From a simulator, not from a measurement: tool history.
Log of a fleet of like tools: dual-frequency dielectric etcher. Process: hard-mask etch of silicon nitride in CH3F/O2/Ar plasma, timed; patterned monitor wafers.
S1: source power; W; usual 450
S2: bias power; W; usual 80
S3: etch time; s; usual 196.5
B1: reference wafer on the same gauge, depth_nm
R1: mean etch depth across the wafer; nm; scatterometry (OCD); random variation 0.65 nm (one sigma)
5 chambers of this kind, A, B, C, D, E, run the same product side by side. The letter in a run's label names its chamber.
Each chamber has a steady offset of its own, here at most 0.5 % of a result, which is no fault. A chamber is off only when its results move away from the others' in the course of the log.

run 1B hour=8.5 | S1=450 S2=80 S3=196.5 | B1=154.02 | R1=148.28
run 2E hour=17.4 | S1=450 S2=80 S3=196.5 | B1=153.93 | R1=148.25
run 3A hour=26.0 | S1=450 S2=80 S3=196.5 | B1=154.19 | R1=147.94
-- hour=40.3 chamber D: source power generator calibrated
run 4C hour=40.9 | S1=450 S2=80 S3=196.5 | B1=153.99 | R1=149.52
-- hour=42.8 chamber D: wet clean of the chamber
run 5D hour=52.2 | S1=450 S2=80 S3=196.5 | B1=153.87 | R1=149.50
run 6A hour=61.5 | S1=450 S2=80 S3=196.5 | B1=154.09 | R1=148.64
run 7C hour=70.1 | S1=450 S2=80 S3=196.5 | B1=154.08 | R1=147.92
run 8B hour=83.4 | S1=450 S2=80 S3=196.5 | B1=154.03 | R1=147.17
run 9D hour=94.6 | S1=450 S2=72 S3=196.5 | B1=153.98 | R1=143.27
run 10E hour=110.5 | S1=450 S2=72 S3=196.5 | B1=153.81 | R1=142.74
run 11C hour=123.4 | S1=450 S2=72 S3=196.5 | B1=153.93 | R1=142.49
run 12B hour=137.1 | S1=450 S2=72 S3=196.5 | B1=153.96 | R1=143.55
run 13E hour=151.2 | S1=450 S2=72 S3=196.5 | B1=153.92 | R1=142.82
run 14D hour=158.5 | S1=450 S2=80 S3=196.5 | B1=154.07 | R1=149.09
-- hour=166.3 chamber B: wet clean of the chamber
run 15A hour=173.9 | S1=490 S2=80 S3=151.0 | B1=154.03 | R1=117.64
run 16A hour=182.5 | S1=490 S2=80 S3=151.0 | B1=153.88 | R1=118.10
run 17D hour=198.0 | S1=490 S2=80 S3=151.0 | B1=153.92 | R1=117.89
run 18E hour=213.3 | S1=490 S2=80 S3=151.0 | B1=153.91 | R1=117.22
run 19B hour=222.9 | S1=490 S2=80 S3=151.0 | B1=153.89 | R1=117.87
run 20C hour=231.8 | S1=450 S2=80 S3=196.5 | B1=154.06 | R1=148.31
run 21A hour=248.1 | S1=420 S2=70 S3=196.5 | B1=153.88 | R1=137.84
run 22C hour=262.5 | S1=420 S2=70 S3=196.5 | B1=153.99 | R1=137.51
run 23B hour=270.4 | S1=420 S2=70 S3=196.5 | B1=154.06 | R1=137.28
run 24D hour=284.1 | S1=420 S2=70 S3=196.5 | B1=153.97 | R1=139.43
run 25E hour=296.6 | S1=420 S2=70 S3=196.5 | B1=153.99 | R1=135.49
run 26A hour=307.7 | S1=450 S2=80 S3=196.5 | B1=153.96 | R1=148.56
run 27B hour=320.1 | S1=450 S2=80 S3=196.5 | B1=153.96 | R1=147.29
run 28E hour=331.4 | S1=450 S2=80 S3=196.5 | B1=153.89 | R1=146.14
-- hour=334.1 chamber C: wet clean of the chamber
run 29D hour=347.0 | S1=450 S2=80 S3=196.5 | B1=154.07 | R1=148.29
run 30C hour=357.9 | S1=450 S2=80 S3=196.5 | B1=154.12 | R1=148.51
run 31A hour=368.7 | S1=450 S2=80 S3=196.5 | B1=154.03 | R1=149.15
run 32B hour=376.8 | S1=450 S2=80 S3=196.5 | B1=153.85 | R1=149.36
run 33E hour=389.2 | S1=450 S2=80 S3=196.5 | B1=154.00 | R1=144.10
run 34D hour=404.3 | S1=450 S2=80 S3=196.5 | B1=153.99 | R1=149.13

All 5 chambers run these settings next. Forecast each chamber's results:
run 35A hour=416.2 | S1=530 S2=80 S3=196.5 | R1=?
run 35B hour=416.2 | S1=530 S2=80 S3=196.5 | R1=?
run 35C hour=416.2 | S1=530 S2=80 S3=196.5 | R1=?
run 35D hour=416.2 | S1=530 S2=80 S3=196.5 | R1=?
run 35E hour=416.2 | S1=530 S2=80 S3=196.5 | R1=?

run=35A R1=157.86
run=35B R1=156.85
run=35C R1=156.59
run=35D R1=157.53
run=35E R1=153.05
